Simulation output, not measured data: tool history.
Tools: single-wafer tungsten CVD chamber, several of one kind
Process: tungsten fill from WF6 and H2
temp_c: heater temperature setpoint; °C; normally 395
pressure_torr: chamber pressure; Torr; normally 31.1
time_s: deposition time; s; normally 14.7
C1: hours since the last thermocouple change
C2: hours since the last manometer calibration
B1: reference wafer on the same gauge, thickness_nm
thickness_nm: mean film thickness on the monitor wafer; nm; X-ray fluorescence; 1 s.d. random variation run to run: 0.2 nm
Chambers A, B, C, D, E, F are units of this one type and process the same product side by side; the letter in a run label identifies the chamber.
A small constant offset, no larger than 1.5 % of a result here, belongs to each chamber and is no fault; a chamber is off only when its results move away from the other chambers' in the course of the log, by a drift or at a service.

run 1D hour=9.5 | temp_c=395 pressure_torr=31.1 time_s=14.7 | C1=1603.8 C2=18 | B1=31.986 | thickness_nm=39.031
run 2C hour=14.1 | temp_c=395 pressure_torr=31.1 time_s=14.7 | C1=271.3 C2=1040.8 | B1=32.009 | thickness_nm=39.768
run 3F hour=19.3 | temp_c=395 pressure_torr=31.1 time_s=14.7 | C1=1782 C2=2115.6 | B1=32.02 | thickness_nm=38.866
run 4A hour=27.4 | temp_c=395 pressure_torr=31.1 time_s=14.7 | C1=376.5 C2=1858.5 | B1=32.002 | thickness_nm=40.237
run 5E hour=34.4 | temp_c=395 pressure_torr=31.1 time_s=14.7 | C1=436.2 C2=860.8 | B1=31.971 | thickness_nm=39.547
run 6B hour=38.5 | temp_c=395 pressure_torr=24.1 time_s=13.5 | C1=482.4 C2=224.8 | B1=31.964 | thickness_nm=31.97
run 7B hour=47 | temp_c=395 pressure_torr=24.1 time_s=13.5 | C1=490.9 C2=233.3 | B1=31.971 | thickness_nm=32.006
run 8F hour=53.3 | temp_c=395 pressure_torr=24.1 time_s=13.5 | C1=1816 C2=2149.6 | B1=32.015 | thickness_nm=31.47
run 9D hour=59.3 | temp_c=395 pressure_torr=24.1 time_s=13.5 | C1=1653.6 C2=67.8 | B1=31.979 | thickness_nm=31.501
run 10E hour=67.4 | temp_c=395 pressure_torr=24.1 time_s=13.5 | C1=469.2 C2=893.8 | B1=32.027 | thickness_nm=31.657
run 11C hour=72 | temp_c=395 pressure_torr=24.1 time_s=13.5 | C1=329.2 C2=1098.7 | B1=32.024 | thickness_nm=32.258
-- hour=75.7 chamber D: thermocouple changed; heater temperature recalibrated
run 12A hour=80.5 | temp_c=395 pressure_torr=26 time_s=12.5 | C1=429.6 C2=1911.6 | B1=32.038 | thickness_nm=31.12
run 13C hour=89.4 | temp_c=395 pressure_torr=26 time_s=12.5 | C1=346.6 C2=1116.1 | B1=31.992 | thickness_nm=30.644
run 14E hour=96.9 | temp_c=395 pressure_torr=26 time_s=12.5 | C1=498.7 C2=923.3 | B1=32.001 | thickness_nm=30.303
run 15A hour=102.6 | temp_c=395 pressure_torr=26 time_s=12.5 | C1=451.7 C2=1933.7 | B1=31.994 | thickness_nm=31.061
run 16D hour=111.4 | temp_c=395 pressure_torr=26 time_s=12.5 | C1=35.7 C2=119.9 | B1=31.998 | thickness_nm=30.229
run 17B hour=116.3 | temp_c=395 pressure_torr=26 time_s=12.5 | C1=560.2 C2=302.6 | B1=32.022 | thickness_nm=30.723
run 18F hour=123.6 | temp_c=385 pressure_torr=34.3 time_s=14.7 | C1=1886.3 C2=2219.9 | B1=32.029 | thickness_nm=33.706
run 19F hour=128.1 | temp_c=385 pressure_torr=34.3 time_s=14.7 | C1=1890.8 C2=2224.4 | B1=31.976 | thickness_nm=33.75
run 20E hour=132.9 | temp_c=385 pressure_torr=34.3 time_s=14.7 | C1=534.7 C2=959.3 | B1=32.039 | thickness_nm=34.284
run 21C hour=138.5 | temp_c=385 pressure_torr=34.3 time_s=14.7 | C1=395.7 C2=1165.2 | B1=32.017 | thickness_nm=33.741
run 22B hour=145.8 | temp_c=385 pressure_torr=34.3 time_s=14.7 | C1=589.7 C2=332.1 | B1=32.009 | thickness_nm=33.836
run 23A hour=154.4 | temp_c=385 pressure_torr=34.3 time_s=14.7 | C1=503.5 C2=1985.5 | B1=32.008 | thickness_nm=34.196
run 24D hour=160.1 | temp_c=395 pressure_torr=31.1 time_s=14.7 | C1=84.4 C2=168.6 | B1=32.035 | thickness_nm=39.05
run 25A hour=166 | temp_c=383 pressure_torr=31.1 time_s=14.7 | C1=515.1 C2=1997.1 | B1=31.966 | thickness_nm=31.555
run 26F hour=175.4 | temp_c=383 pressure_torr=31.1 time_s=14.7 | C1=1938.1 C2=2271.7 | B1=32.017 | thickness_nm=30.834
-- hour=177.7 chamber E: capacitance manometer re-zeroed and calibrated
run 27B hour=182.1 | temp_c=383 pressure_torr=31.1 time_s=14.7 | C1=626 C2=368.4 | B1=31.974 | thickness_nm=31.019
run 28C hour=188.4 | temp_c=383 pressure_torr=31.1 time_s=14.7 | C1=445.6 C2=1215.1 | B1=32.033 | thickness_nm=31.27
run 29E hour=193.5 | temp_c=383 pressure_torr=31.1 time_s=14.7 | C1=595.3 C2=15.8 | B1=32.008 | thickness_nm=31.215
run 30D hour=202.6 | temp_c=383 pressure_torr=31.1 time_s=14.7 | C1=126.9 C2=211.1 | B1=32.062 | thickness_nm=30.901
run 31D hour=208.7 | temp_c=395 pressure_torr=31.1 time_s=14.7 | C1=133 C2=217.2 | B1=31.962 | thickness_nm=39.137
run 32F hour=216.7 | temp_c=404 pressure_torr=35.5 time_s=14.7 | C1=1979.4 C2=2313 | B1=31.987 | thickness_nm=48.836
run 33A hour=222.8 | temp_c=404 pressure_torr=35.5 time_s=14.7 | C1=571.9 C2=2053.9 | B1=32.025 | thickness_nm=49.662
run 34C hour=227.8 | temp_c=404 pressure_torr=35.5 time_s=14.7 | C1=485 C2=1254.5 | B1=32 | thickness_nm=49.739
run 35B hour=233.9 | temp_c=404 pressure_torr=35.5 time_s=14.7 | C1=677.8 C2=420.2 | B1=31.984 | thickness_nm=48.794
run 36E hour=238.6 | temp_c=404 pressure_torr=35.5 time_s=14.7 | C1=640.4 C2=60.9 | B1=32.006 | thickness_nm=48.88
run 37C hour=246.2 | temp_c=404 pressure_torr=35.5 time_s=14.7 | C1=503.4 C2=1272.9 | B1=32.002 | thickness_nm=49.215
run 38A hour=255.6 | temp_c=395 pressure_torr=31.1 time_s=14.7 | C1=604.7 C2=2086.7 | B1=31.977 | thickness_nm=39.425
run 39B hour=263.7 | temp_c=395 pressure_torr=31.1 time_s=14.7 | C1=707.6 C2=450 | B1=31.955 | thickness_nm=39.148
-- hour=268.3 chamber C: capacitance manometer re-zeroed and calibrated
run 40E hour=270.3 | temp_c=395 pressure_torr=31.1 time_s=14.7 | C1=672.1 C2=92.6 | B1=31.998 | thickness_nm=38.923
run 41F hour=275.1 | temp_c=395 pressure_torr=31.1 time_s=14.7 | C1=2037.8 C2=2371.4 | B1=31.995 | thickness_nm=39.069
run 42D hour=284.7 | temp_c=395 pressure_torr=31.1 time_s=14.7 | C1=209 C2=293.2 | B1=32.006 | thickness_nm=38.99
run 43C hour=293.5 | temp_c=395 pressure_torr=31.1 time_s=14.7 | C1=550.7 C2=25.3 | B1=32.013 | thickness_nm=39.291
run 44E hour=297.6 | temp_c=395 pressure_torr=31.1 time_s=14.7 | C1=699.4 C2=119.9 | B1=32 | thickness_nm=39.332

For the next run the whole fleet of 6 chambers uses the same settings. Give each chamber's results:
run 45A hour=304.5 | temp_c=406 pressure_torr=31.1 time_s=14.7 | thickness_nm=?
run 45B hour=304.5 | temp_c=406 pressure_torr=31.1 time_s=14.7 | thickness_nm=?
run 45C hour=304.5 | temp_c=406 pressure_torr=31.1 time_s=14.7 | thickness_nm=?
run 45D hour=304.5 | temp_c=406 pressure_torr=31.1 time_s=14.7 | thickness_nm=?
run 45E hour=304.5 | temp_c=406 pressure_torr=31.1 time_s=14.7 | thickness_nm=?
run 45F hour=304.5 | temp_c=406 pressure_torr=31.1 time_s=14.7 | thickness_nm=?

run=45A thickness_nm=48.124
run=45B thickness_nm=48.208
run=45C thickness_nm=48.346
run=45D thickness_nm=47.367
run=45E thickness_nm=47.762
run=45F thickness_nm=48.056
